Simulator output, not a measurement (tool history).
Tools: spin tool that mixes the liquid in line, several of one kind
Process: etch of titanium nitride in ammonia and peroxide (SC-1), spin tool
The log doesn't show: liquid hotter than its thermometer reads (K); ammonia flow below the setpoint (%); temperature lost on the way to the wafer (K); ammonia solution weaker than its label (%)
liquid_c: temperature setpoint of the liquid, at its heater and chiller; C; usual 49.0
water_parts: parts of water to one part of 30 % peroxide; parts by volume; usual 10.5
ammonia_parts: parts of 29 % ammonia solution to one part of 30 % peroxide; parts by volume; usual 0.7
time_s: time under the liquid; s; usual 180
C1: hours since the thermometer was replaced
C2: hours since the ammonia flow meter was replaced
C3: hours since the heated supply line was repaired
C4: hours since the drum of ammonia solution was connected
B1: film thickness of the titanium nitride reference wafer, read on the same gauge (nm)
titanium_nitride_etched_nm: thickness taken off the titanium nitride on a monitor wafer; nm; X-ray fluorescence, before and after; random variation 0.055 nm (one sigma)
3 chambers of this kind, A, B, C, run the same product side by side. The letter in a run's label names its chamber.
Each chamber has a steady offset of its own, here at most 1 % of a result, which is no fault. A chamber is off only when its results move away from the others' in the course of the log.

{"run": "1A", "hour": 9.4, "liquid_c": 49.0, "water_parts": 10.5, "ammonia_parts": 0.7, "time_s": 180, "C1": 524.9, "C2": 130.3, "C3": 1161.8, "C4": 616.7, "B1": 99.947, "titanium_nitride_etched_nm": 8.0703}
{"run": "2B", "hour": 15.5, "liquid_c": 49.0, "water_parts": 10.5, "ammonia_parts": 0.7, "time_s": 180, "C1": 624.8, "C2": 674.4, "C3": 587.9, "C4": 237.2, "B1": 99.979, "titanium_nitride_etched_nm": 7.9872}
{"run": "3C", "hour": 26.0, "liquid_c": 49.0, "water_parts": 10.5, "ammonia_parts": 0.7, "time_s": 180, "C1": 516.1, "C2": 163.5, "C3": 2263.7, "C4": 131.1, "B1": 100.03, "titanium_nitride_etched_nm": 7.9817}
{"run": "4B", "hour": 31.8, "liquid_c": 49.0, "water_parts": 10.5, "ammonia_parts": 0.7, "time_s": 180, "C1": 641.1, "C2": 690.7, "C3": 604.2, "C4": 253.5, "B1": 99.998, "titanium_nitride_etched_nm": 8.0417}
{"run": "5C", "hour": 42.7, "liquid_c": 49.0, "water_parts": 10.5, "ammonia_parts": 0.7, "time_s": 180, "C1": 532.8, "C2": 180.2, "C3": 2280.4, "C4": 147.8, "B1": 100.03, "titanium_nitride_etched_nm": 8.0113}
{"run": "6A", "hour": 49.2, "liquid_c": 49.0, "water_parts": 10.5, "ammonia_parts": 0.7, "time_s": 180, "C1": 564.7, "C2": 170.1, "C3": 1201.6, "C4": 656.5, "B1": 99.934, "titanium_nitride_etched_nm": 7.9049}
{"run": "7B", "hour": 55.3, "liquid_c": 49.0, "water_parts": 10.5, "ammonia_parts": 0.7, "time_s": 180, "C1": 664.6, "C2": 714.2, "C3": 627.7, "C4": 277.0, "B1": 100.03, "titanium_nitride_etched_nm": 7.9857}
{"run": "8A", "hour": 61.4, "liquid_c": 49.0, "water_parts": 10.5, "ammonia_parts": 0.7, "time_s": 180, "C1": 576.9, "C2": 182.3, "C3": 1213.8, "C4": 668.7, "B1": 99.965, "titanium_nitride_etched_nm": 7.9938}
{"run": "9C", "hour": 72.8, "liquid_c": 49.0, "water_parts": 10.5, "ammonia_parts": 0.7, "time_s": 180, "C1": 562.9, "C2": 210.3, "C3": 2310.5, "C4": 177.9, "B1": 100.02, "titanium_nitride_etched_nm": 8.0376}
{"run": "10B", "hour": 78.7, "liquid_c": 49.0, "water_parts": 10.5, "ammonia_parts": 0.7, "time_s": 180, "C1": 688.0, "C2": 737.6, "C3": 651.1, "C4": 300.4, "B1": 99.988, "titanium_nitride_etched_nm": 7.9058}
{"run": "11C", "hour": 85.7, "liquid_c": 49.0, "water_parts": 10.5, "ammonia_parts": 0.7, "time_s": 180, "C1": 575.8, "C2": 223.2, "C3": 2323.4, "C4": 190.8, "B1": 99.957, "titanium_nitride_etched_nm": 7.961}
{"run": "12A", "hour": 96.8, "liquid_c": 49.0, "water_parts": 10.5, "ammonia_parts": 0.7, "time_s": 180, "C1": 612.3, "C2": 217.7, "C3": 1249.2, "C4": 704.1, "B1": 100.01, "titanium_nitride_etched_nm": 7.9164}
{"hour": 106.0, "done": "chamber A: thermometer replaced"}
{"run": "13B", "hour": 107.5, "liquid_c": 43.0, "water_parts": 10.5, "ammonia_parts": 0.7, "time_s": 180, "C1": 716.8, "C2": 766.4, "C3": 679.9, "C4": 329.2, "B1": 99.973, "titanium_nitride_etched_nm": 5.2822}
{"run": "14C", "hour": 116.5, "liquid_c": 43.0, "water_parts": 10.5, "ammonia_parts": 0.7, "time_s": 180, "C1": 606.6, "C2": 254.0, "C3": 2354.2, "C4": 221.6, "B1": 100.04, "titanium_nitride_etched_nm": 5.1615}
{"run": "15A", "hour": 126.2, "liquid_c": 43.0, "water_parts": 10.5, "ammonia_parts": 0.7, "time_s": 180, "C1": 20.2, "C2": 247.1, "C3": 1278.6, "C4": 733.5, "B1": 99.97, "titanium_nitride_etched_nm": 5.2209}
{"hour": 132.4, "done": "chamber C: new drum of ammonia solution connected"}
{"run": "16B", "hour": 136.1, "liquid_c": 49.0, "water_parts": 10.5, "ammonia_parts": 0.7, "time_s": 180, "C1": 745.4, "C2": 795.0, "C3": 708.5, "C4": 357.8, "B1": 100.06, "titanium_nitride_etched_nm": 8.2996}
{"run": "17C", "hour": 146.4, "liquid_c": 49.0, "water_parts": 10.5, "ammonia_parts": 0.7, "time_s": 180, "C1": 636.5, "C2": 283.9, "C3": 2384.1, "C4": 14.0, "B1": 99.951, "titanium_nitride_etched_nm": 7.9658}
{"run": "18A", "hour": 151.4, "liquid_c": 49.0, "water_parts": 10.5, "ammonia_parts": 0.7, "time_s": 180, "C1": 45.4, "C2": 272.3, "C3": 1303.8, "C4": 758.7, "B1": 99.998, "titanium_nitride_etched_nm": 8.0212}
{"run": "19B", "hour": 162.0, "liquid_c": 49.0, "water_parts": 10.5, "ammonia_parts": 0.7, "time_s": 180, "C1": 771.3, "C2": 820.9, "C3": 734.4, "C4": 383.7, "B1": 99.956, "titanium_nitride_etched_nm": 8.4427}
{"run": "20A", "hour": 168.4, "liquid_c": 58.5, "water_parts": 10.5, "ammonia_parts": 0.8, "time_s": 180, "C1": 62.4, "C2": 289.3, "C3": 1320.8, "C4": 775.7, "B1": 99.961, "titanium_nitride_etched_nm": 15.439}
{"run": "21C", "hour": 176.2, "liquid_c": 58.5, "water_parts": 10.5, "ammonia_parts": 0.8, "time_s": 180, "C1": 666.3, "C2": 313.7, "C3": 2413.9, "C4": 43.8, "B1": 99.987, "titanium_nitride_etched_nm": 15.598}
{"run": "22A", "hour": 182.9, "liquid_c": 58.5, "water_parts": 10.5, "ammonia_parts": 0.8, "time_s": 180, "C1": 76.9, "C2": 303.8, "C3": 1335.3, "C4": 790.2, "B1": 99.996, "titanium_nitride_etched_nm": 15.449}

All 3 chambers run these settings next. Forecast each chamber's results:
{"run": "23A", "hour": 191.1, "liquid_c": 49.0, "water_parts": 10.5, "ammonia_parts": 0.7, "time_s": 110, "titanium_nitride_etched_nm": "?"}
{"run": "23B", "hour": 191.1, "liquid_c": 49.0, "water_parts": 10.5, "ammonia_parts": 0.7, "time_s": 110, "titanium_nitride_etched_nm": "?"}
{"run": "23C", "hour": 191.1, "liquid_c": 49.0, "water_parts": 10.5, "ammonia_parts": 0.7, "time_s": 110, "titanium_nitride_etched_nm": "?"}

run=23A titanium_nitride_etched_nm=4.8867
run=23B titanium_nitride_etched_nm=5.2964
run=23C titanium_nitride_etched_nm=4.9365
